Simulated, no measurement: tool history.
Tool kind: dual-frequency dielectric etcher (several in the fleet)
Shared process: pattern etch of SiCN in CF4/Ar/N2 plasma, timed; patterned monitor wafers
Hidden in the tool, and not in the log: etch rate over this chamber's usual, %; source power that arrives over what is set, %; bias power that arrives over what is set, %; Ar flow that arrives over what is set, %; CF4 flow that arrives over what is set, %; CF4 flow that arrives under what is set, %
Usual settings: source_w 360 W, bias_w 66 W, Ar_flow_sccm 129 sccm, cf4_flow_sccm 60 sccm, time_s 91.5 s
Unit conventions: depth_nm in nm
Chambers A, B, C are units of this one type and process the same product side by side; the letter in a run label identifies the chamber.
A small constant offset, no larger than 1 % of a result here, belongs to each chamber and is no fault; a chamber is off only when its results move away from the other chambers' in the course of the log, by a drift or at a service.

run,hour,source_w,bias_w,Ar_flow_sccm,cf4_flow_sccm,time_s,hours since the last wet clean,hours since the last source power generator calibration,hours since the last bias power generator calibration,hours since the last Ar flow controller change,hours since the last CF4 flow controller change,"read-back reference wafer on the same gauge, depth_nm",depth_nm
1C,7.8,360,66,129,60,91.5,378.8,1132.6,408.8,863.7,1687.9,68.681,59.480
2B,11.4,360,66,129,60,91.5,64.1,77.2,1394.7,1235.6,2620.8,68.703,59.438
3A,16.7,360,66,129,60,91.5,130.9,4105.4,963.6,185.3,612.1,68.746,58.890
4A,22.0,360,66,129,60,91.5,136.2,4110.7,968.9,190.6,617.4,68.767,58.470
5C,26.5,360,66,129,60,91.5,397.5,1151.3,427.5,882.4,1706.6,68.655,59.378
6B,34.2,360,66,129,60,91.5,86.9,100.0,1417.5,1258.4,2643.6,68.687,59.978
7A,41.2,360,66,129,60,91.5,155.4,4129.9,988.1,209.8,636.6,68.639,59.046
8C,45.7,360,66,129,60,91.5,416.7,1170.5,446.7,901.6,1725.8,68.706,58.877
9B,51.8,360,66,129,60,91.5,104.5,117.6,1435.1,1276.0,2661.2,68.701,59.312
10B,58.1,360,66,129,60,91.5,110.8,123.9,1441.4,1282.3,2667.5,68.652,59.206
11A,62.5,360,66,129,60,91.5,176.7,4151.2,1009.4,231.1,657.9,68.624,58.784
12C,68.3,360,66,129,60,91.5,439.3,1193.1,469.3,924.2,1748.4,68.714,59.708
13A,73.8,360,66,129,60,76.5,188.0,4162.5,1020.7,242.4,669.2,68.725,49.059
14B,79.7,360,66,129,60,76.5,132.4,145.5,1463.0,1303.9,2689.1,68.728,49.359
15C,85.0,360,66,129,60,76.5,456.0,1209.8,486.0,940.9,1765.1,68.659,49.524
16A,92.7,360,66,129,60,91.5,206.9,4181.4,1039.6,261.3,688.1,68.740,59.128
17C,96.3,360,66,129,60,91.5,467.3,1221.1,497.3,952.2,1776.4,68.678,59.199
18B,104.0,360,66,129,60,91.5,156.7,169.8,1487.3,1328.2,2713.4,68.602,59.423
19A,111.6,360,78,109,60,91.5,225.8,4200.3,1058.5,280.2,707.0,68.763,64.389
# hour 112.0: chamber A: source power generator calibrated
20C,116.5,360,78,109,60,91.5,487.5,1241.3,517.5,972.4,1796.6,68.667,64.880
21B,123.5,360,78,109,60,91.5,176.2,189.3,1506.8,1347.7,2732.9,68.732,64.570
22B,129.8,360,66,129,60,91.5,182.5,195.6,1513.1,1354.0,2739.2,68.678,59.182
23C,136.0,360,66,115,60,91.5,507.0,1260.8,537.0,991.9,1816.1,68.757,60.353
24A,142.8,360,66,115,60,91.5,257.0,30.8,1089.7,311.4,738.2,68.687,61.330
25A,147.1,360,66,115,60,91.5,261.3,35.1,1094.0,315.7,742.5,68.727,61.547
26C,153.1,360,66,129,60,91.5,524.1,1277.9,554.1,1009.0,1833.2,68.744,58.994
# hour 156.2: chamber C: wet clean of the chamber
27B,160.8,360,66,129,60,91.5,213.5,226.6,1544.1,1385.0,2770.2,68.700,59.397
28C,167.7,360,66,129,60,91.5,11.6,1292.5,568.7,1023.6,1847.8,68.712,59.386
29B,172.3,360,66,129,60,91.5,225.0,238.1,1555.6,1396.5,2781.7,68.647,59.318
30A,178.7,360,66,129,60,91.5,292.9,66.7,1125.6,347.3,774.1,68.742,60.313

What goes on in this fleet: one chamber off, a drifting gauge, or nothing beyond the chambers' own small offsets? Name the chamber and the cause, if any.

A service left chamber A off against the others.
Most likely cause: source power that arrives over what is set, % = 2.97.

Which of the 4 candidates below, each the usual settings with something changed and its results left as question marks, puts chamber A back in line with what the other chambers give on the usual settings?
In-line tolerance around the mean of the other chambers on the usual settings: depth_nm 0.810 nm
31A-1,184.4,360,66,129,60,90.0,,,,,,,?
31A-2,184.4,360,60,129,57,91.5,,,,,,,?
31A-3,184.4,370,66,129,60,93.5,,,,,,,?
31A-4,184.4,370,66,129,60,91.5,,,,,,,?

The mean the other chambers reach with the usual settings: depth_nm 59.284 nm
run,depth_nm
31A-1,59.290
31A-2,57.673
31A-3,63.105
31A-4,61.755
The answer is 31A-1, which returns the chamber to within the allowed miss of the others.

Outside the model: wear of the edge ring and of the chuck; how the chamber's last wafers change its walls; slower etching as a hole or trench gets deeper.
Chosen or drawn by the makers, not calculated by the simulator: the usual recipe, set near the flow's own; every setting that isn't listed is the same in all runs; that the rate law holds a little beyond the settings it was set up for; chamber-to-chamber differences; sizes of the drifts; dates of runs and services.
